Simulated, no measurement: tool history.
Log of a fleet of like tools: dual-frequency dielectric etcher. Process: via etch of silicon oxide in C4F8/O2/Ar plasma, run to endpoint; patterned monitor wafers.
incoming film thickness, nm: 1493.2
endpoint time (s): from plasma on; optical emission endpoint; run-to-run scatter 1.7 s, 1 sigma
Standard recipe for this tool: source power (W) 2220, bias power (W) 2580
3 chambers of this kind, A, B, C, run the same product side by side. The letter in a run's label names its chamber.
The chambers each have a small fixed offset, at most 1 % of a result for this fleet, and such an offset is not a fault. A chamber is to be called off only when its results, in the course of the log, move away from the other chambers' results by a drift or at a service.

run	hour	source power (W)	bias power (W)	hours since the last wet clean	hours since the last source power generator calibration	hours since the last bias power generator calibration	endpoint time (s)
1C	4.4	2220	2580	630.4	1186.5	275.6	266.68
2B	10.4	2220	2580	531.4	1682.7	535.6	264.87
3A	15.4	2220	2580	128.4	1727.3	605.2	265.86
4C	20.5	2220	2580	646.5	1202.6	291.7	264.31
5B	24.9	2220	2580	545.9	1697.2	550.1	263.93
# hour 26.7: chamber C: wet clean of the chamber
6A	29.3	2220	2580	142.3	1741.2	619.1	263.94
7B	34.8	1690	2580	555.8	1707.1	560	298.43
8A	40.9	1690	2580	153.9	1752.8	630.7	290.56
9C	45.9	1690	2580	19.2	1228	317.1	290.17
10A	51.6	2220	2580	164.6	1763.5	641.4	266.33
11C	58.5	2430	3085	31.8	1240.6	329.7	242.3
12B	62.1	2430	3085	583.1	1734.4	587.3	244.19
13A	66.5	2430	3085	179.5	1778.4	656.3	238.04
14C	71.3	2220	2580	44.6	1253.4	342.5	265.1
15B	75.6	2710	3026	596.6	1747.9	600.8	232.28
16B	82.5	2710	3026	603.5	1754.8	607.7	234.5
17C	88.4	2710	3026	61.7	1270.5	359.6	231.69
18A	94.7	2220	2580	207.7	1806.6	684.5	261.87
19A	101.8	2220	2580	214.8	1813.7	691.6	257.57
20B	108.4	2220	2580	629.4	1780.7	633.6	263.03
21C	112	2220	2580	85.3	1294.1	383.2	263.55
22A	119.2	2220	2580	232.2	1831.1	709	259.98
23B	124.1	2030	2155	645.1	1796.4	649.3	285.58
24C	129.8	2030	2155	103.1	1311.9	401	288.57
# hour 130.7: chamber B: wet clean of the chamber
25B	136.8	2030	2155	6.2	1809.1	662	289.42
26C	141.4	2220	2580	114.7	1323.5	412.6	262.93
27A	147.3	2220	2580	260.3	1859.2	737.1	259.52
28C	151.8	2220	2580	125.1	1333.9	423	267.5
29A	155.4	1810	2009	268.4	1867.3	745.2	298.02
30B	160	1810	2009	29.4	1832.3	685.2	310.87
31A	164.6	1810	2009	277.6	1876.5	754.4	301.13
32B	170.8	2220	2580	40.2	1843.1	696	261.92
33C	174.3	2220	2580	147.6	1356.4	445.5	263.32
34A	177.7	2220	2580	290.7	1889.6	767.5	255.25
35B	184.8	2660	2580	54.2	1857.1	710	245.59
36C	188.4	2660	2580	161.7	1370.5	459.6	242.89
37A	191.9	2660	2580	304.9	1903.8	781.7	238.57
38B	195.4	2220	2580	64.8	1867.7	720.6	267.08
39C	199.8	2220	2580	173.1	1381.9	471	264.95
40B	205.8	2220	2580	75.2	1878.1	731	267.19
41A	208.9	2220	2580	321.9	1920.8	798.7	249.2

Each of the 3 chambers runs these same settings next. Fill in every chamber's results:
42A	214	2220	2580				?
42B	214	2220	2580				?
42C	214	2220	2580				?

run	endpoint time (s)
42A	253.3
42B	265.64
42C	262.37

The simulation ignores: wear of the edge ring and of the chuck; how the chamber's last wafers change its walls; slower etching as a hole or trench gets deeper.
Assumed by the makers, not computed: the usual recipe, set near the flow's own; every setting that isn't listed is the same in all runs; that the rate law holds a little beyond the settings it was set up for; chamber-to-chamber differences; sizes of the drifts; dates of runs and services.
